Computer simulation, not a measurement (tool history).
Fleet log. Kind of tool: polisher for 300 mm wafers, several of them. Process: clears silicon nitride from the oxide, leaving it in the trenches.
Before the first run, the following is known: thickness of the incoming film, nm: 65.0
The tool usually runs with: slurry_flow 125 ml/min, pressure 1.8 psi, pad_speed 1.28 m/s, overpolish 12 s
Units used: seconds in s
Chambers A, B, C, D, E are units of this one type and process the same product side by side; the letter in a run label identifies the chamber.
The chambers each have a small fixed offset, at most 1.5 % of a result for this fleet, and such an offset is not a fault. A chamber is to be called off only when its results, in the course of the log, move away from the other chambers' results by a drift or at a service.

| run | hour | slurry_flow | pressure | pad_speed | overpolish | seconds |
|---|---|---|---|---|---|---|
|  | 1.3 | chamber E: worn pad replaced by a new one |
| 1B | 3.8 | 125 | 1.8 | 1.28 | 12 | 92.483 |
| 2C | 8.9 | 125 | 1.8 | 1.28 | 12 | 92.734 |
| 3E | 13.2 | 125 | 1.8 | 1.28 | 12 | 93.067 |
| 4D | 17.9 | 125 | 1.8 | 1.28 | 12 | 92.376 |
| 5A | 24.0 | 125 | 1.8 | 1.28 | 12 | 91.372 |
|  | 26.9 | chamber C: slurry nozzle cleaned |
|  | 28.2 | chamber D: worn pad replaced by a new one |
| 6C | 30.4 | 125 | 1.8 | 1.28 | 12 | 92.337 |
|  | 33.2 | chamber A: worn pad replaced by a new one |
| 7E | 33.4 | 125 | 1.8 | 1.28 | 12 | 91.866 |
| 8B | 37.3 | 125 | 1.8 | 1.54 | 12 | 75.640 |
| 9A | 42.7 | 125 | 1.8 | 1.54 | 12 | 74.724 |
|  | 45.0 | chamber B: worn pad replaced by a new one |
| 10D | 48.0 | 125 | 1.8 | 1.54 | 12 | 76.816 |
| 11B | 50.9 | 125 | 1.8 | 1.54 | 12 | 76.238 |
| 12C | 55.5 | 125 | 1.8 | 1.54 | 12 | 75.527 |
| 13E | 60.4 | 125 | 1.8 | 1.28 | 12 | 93.511 |
|  | 60.8 | chamber A: head pressure recalibrated |
|  | 65.7 | chamber E: slurry nozzle cleaned |
|  | 65.9 | chamber C: worn pad replaced by a new one |
| 14A | 66.0 | 95 | 1.8 | 1.70 | 12 | 78.774 |
| 15D | 71.9 | 95 | 1.8 | 1.70 | 12 | 74.414 |
| 16B | 77.8 | 95 | 1.8 | 1.70 | 12 | 74.118 |
|  | 78.4 | chamber E: worn pad replaced by a new one |
| 17E | 81.2 | 95 | 1.8 | 1.70 | 12 | 74.781 |
| 18A | 87.1 | 95 | 1.8 | 1.70 | 12 | 79.860 |
| 19C | 91.9 | 125 | 1.8 | 1.28 | 12 | 91.217 |
| 20D | 97.6 | 125 | 1.8 | 1.28 | 12 | 92.623 |
| 21B | 100.9 | 125 | 1.8 | 1.28 | 12 | 92.742 |
| 22C | 107.5 | 125 | 1.8 | 1.28 | 12 | 91.706 |
| 23E | 112.6 | 125 | 1.8 | 1.28 | 12 | 93.085 |
| 24D | 115.9 | 125 | 2.4 | 1.28 | 14 | 67.997 |
| 25A | 121.9 | 125 | 2.4 | 1.28 | 14 | 74.614 |
| 26D | 128.3 | 125 | 2.4 | 1.28 | 14 | 68.947 |
| 27B | 133.0 | 125 | 2.4 | 1.28 | 14 | 68.770 |
| 28A | 139.1 | 125 | 2.4 | 1.28 | 14 | 75.937 |
| 29C | 143.1 | 125 | 1.8 | 1.28 | 12 | 93.730 |
| 30E | 146.2 | 100 | 1.8 | 1.28 | 12 | 97.765 |
| 31C | 151.5 | 100 | 1.8 | 1.28 | 12 | 95.020 |

What goes on in this fleet: one chamber off, a drifting gauge, or nothing beyond the chambers' own small offsets? Name the chamber and the cause, if any.

Chamber A has stood off from the others ever since a service on it.
Most likely cause: head's pressure below its setpoint, % = 8.16.

Below are 4 candidate recipes for chamber A's next run, each the usual settings with a change, their results shown as question marks. Which of them brings A's results back in line with what the other chambers give on the usual settings?
In line means no further than this from the other chambers' mean on the usual settings: seconds 2.700 s
| 32A-1 | 156.2 | 125 | 1.5 | 1.28 | 12 | ? |
| 32A-2 | 156.2 | 130 | 1.8 | 1.52 | 12 | ? |
| 32A-3 | 156.2 | 125 | 1.9 | 1.34 | 12 | ? |
| 32A-4 | 156.2 | 125 | 1.8 | 1.16 | 12 | ? |

The mean the other chambers reach with the usual settings: seconds 92.067 s
| run | seconds |
|---|---|
| 32A-1 | 120.460 |
| 32A-2 | 83.842 |
| 32A-3 | 90.846 |
| 32A-4 | 110.830 |
32A-3 puts the chamber back in line with the other chambers.
